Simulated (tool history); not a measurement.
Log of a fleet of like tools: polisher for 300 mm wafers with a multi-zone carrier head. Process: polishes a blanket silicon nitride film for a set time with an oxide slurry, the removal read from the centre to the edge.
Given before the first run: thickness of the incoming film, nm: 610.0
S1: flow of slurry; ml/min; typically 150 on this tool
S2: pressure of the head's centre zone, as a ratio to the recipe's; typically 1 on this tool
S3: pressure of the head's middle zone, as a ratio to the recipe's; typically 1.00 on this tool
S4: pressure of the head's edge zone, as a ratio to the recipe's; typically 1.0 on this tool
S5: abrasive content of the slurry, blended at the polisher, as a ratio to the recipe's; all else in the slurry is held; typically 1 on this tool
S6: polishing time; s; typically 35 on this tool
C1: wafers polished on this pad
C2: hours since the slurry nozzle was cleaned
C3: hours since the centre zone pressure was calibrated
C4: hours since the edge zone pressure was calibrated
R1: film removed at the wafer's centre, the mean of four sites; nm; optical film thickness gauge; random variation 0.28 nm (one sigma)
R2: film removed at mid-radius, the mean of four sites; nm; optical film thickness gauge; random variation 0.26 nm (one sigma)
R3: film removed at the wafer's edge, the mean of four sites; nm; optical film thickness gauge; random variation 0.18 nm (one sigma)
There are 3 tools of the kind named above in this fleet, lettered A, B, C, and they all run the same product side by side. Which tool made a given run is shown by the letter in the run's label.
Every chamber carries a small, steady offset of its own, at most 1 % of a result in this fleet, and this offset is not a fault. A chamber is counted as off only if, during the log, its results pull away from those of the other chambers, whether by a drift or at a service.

run,day,S1,S2,S3,S4,S5,S6,C1,C2,C3,C4,R1,R2,R3
1C,0.283,150,1,1.00,1.0,1,35,678,83.0,819.3,607.2,19.959,20.233,19.676
# day 0.412: chamber B: worn pad replaced by a new one
2A,0.525,150,1,1.00,1.0,1,35,437,17.5,238.9,368.7,19.405,19.886,19.599
3B,0.912,150,1,1.00,1.0,1,35,198,134.8,173.0,35.2,19.535,19.559,19.807
4B,1.225,150,1,1.00,1.0,1,35,320,142.3,180.5,42.7,19.688,20.090,19.709
# day 1.492: chamber A: worn pad replaced by a new one
5C,1.600,150,1,1.00,1.0,1,35,1196,114.6,850.9,638.8,19.079,19.933,19.673
6A,1.796,150,1,1.00,1.0,1,35,119,48.0,269.4,399.2,20.094,19.717,19.401
# day 1.925: chamber C: worn pad replaced by a new one
7A,2.162,150,1,1.09,1.0,1,28,264,56.8,278.2,408.0,15.793,17.085,15.605
8B,2.454,150,1,1.09,1.0,1,28,804,171.8,210.0,72.2,15.508,17.536,15.753
9C,2.725,150,1,1.09,1.0,1,28,316,141.6,877.9,665.8,15.488,16.911,15.893
10C,2.938,150,1,1.00,1.0,1,35,399,146.7,883.0,670.9,19.528,19.983,19.486
# day 2.950: chamber B: worn pad replaced by a new one
11A,3.142,150,1,1.00,1.0,1,35,649,80.3,301.7,431.5,19.407,19.515,19.589
12B,3.354,150,1,1.00,1.0,1,35,159,193.4,231.6,93.8,19.967,19.793,19.531
# day 3.475: chamber A: worn pad replaced by a new one
13C,3.558,150,1,1.00,1.0,1,35,643,161.6,897.9,685.8,19.826,19.463,19.434
14A,3.754,150,1,1.00,1.0,1,35,110,95.0,316.4,446.2,19.266,19.930,19.737
15B,3.979,150,1,1.00,1.0,1,35,404,208.4,246.6,108.8,19.673,19.502,19.826
16A,4.346,150,1,1.00,1.0,1,35,343,109.2,330.6,460.4,19.457,19.700,19.739
17C,4.625,150,1,1.00,1.0,1,35,1063,187.2,923.5,711.4,20.031,19.203,19.507
# day 4.996: chamber B: worn pad replaced by a new one
18B,5.042,150,1,1.00,1.0,1,35,19,233.9,272.1,134.3,19.840,19.786,19.922
# day 5.092: chamber C: worn pad replaced by a new one
19C,5.371,150,1,1.00,1.0,1,35,111,205.1,941.4,729.3,19.693,19.677,19.921
# day 5.479: chamber A: worn pad replaced by a new one
20A,5.650,150,1,1.00,1.0,1,35,67,140.5,361.9,491.7,19.370,19.978,19.568
21B,6.079,150,1,1.00,1.0,1,35,427,258.8,297.0,159.2,19.056,19.568,19.701
22B,6.521,150,1,1.00,1.0,1,35,601,269.4,307.6,169.8,19.230,20.182,19.929
# day 6.596: chamber C: slurry nozzle cleaned
23C,6.796,105,1,1.00,0.9,1,35,671,4.8,975.6,763.5,18.617,17.874,17.791
24A,7.208,105,1,1.00,0.9,1,35,680,177.9,399.3,529.1,17.721,18.026,17.576
25A,7.429,105,1,1.00,0.9,1,35,767,183.2,404.6,534.4,17.528,17.937,17.369
# day 7.458: chamber B: worn pad replaced by a new one
# day 7.550: chamber A: worn pad replaced by a new one
26C,7.779,150,1,1.00,1.0,1,35,1058,28.4,999.2,787.1,20.735,19.781,19.830
27B,8.138,150,1,1.00,1.0,1,35,268,308.2,346.4,208.6,19.383,19.474,19.823
# day 8.458: chamber C: worn pad replaced by a new one
28B,8.583,150,1,1.00,1.0,1,35,443,318.9,357.1,219.3,19.866,19.487,20.011
29C,8.929,150,1,1.00,1.0,1,35,186,56.0,1026.8,814.7,20.955,19.447,19.568
30A,9.129,150,1,1.00,1.0,1,35,622,224.0,445.4,575.2,19.684,19.701,19.692
# day 9.371: chamber A: worn pad replaced by a new one
31A,9.388,150,1,1.00,1.0,1,35,7,230.2,451.6,581.4,19.366,20.070,19.286
32B,9.771,150,1,1.00,1.0,1,35,910,347.4,385.6,247.8,19.619,19.671,19.875
33C,10.146,150,1,1.00,1.0,1,35,664,85.2,1056.0,843.9,21.215,19.659,19.730

One chamber off, gauge drift, or nothing amiss beyond the chambers' own small offsets? If it is a chamber, which one, and what is the likeliest cause?

Chamber C drifts away from the others.
What lies behind it: centre zone's pressure above its setpoint, % = 7.29.

Which of the 4 candidates below, each the usual settings with something changed and its results left as question marks, puts chamber C back in line with what the other chambers give on the usual settings?
A result is in line if it is within this distance of the other chambers' mean on the usual settings: R1 0.990 nm; R2 0.920 nm; R3 0.630 nm
34C-1,10.467,160,1.14,0.96,0.95,1,35,,,,,?,?,?
34C-2,10.467,140,0.86,1.04,1.05,1,35,,,,,?,?,?
34C-3,10.467,145,0.94,1.02,1.02,1,35,,,,,?,?,?
34C-4,10.467,155,1.06,0.98,0.98,1,35,,,,,?,?,?

Usual-settings mean across the other chambers: R1 19.601 nm; R2 19.754 nm; R3 19.747 nm
run,R1,R2,R3
34C-1,24.661,19.018,19.332
34C-2,17.604,19.970,19.978
34C-3,19.576,19.750,19.777
34C-4,22.644,19.275,19.558
The answer is 34C-3, which returns the chamber to within the allowed miss of the others.
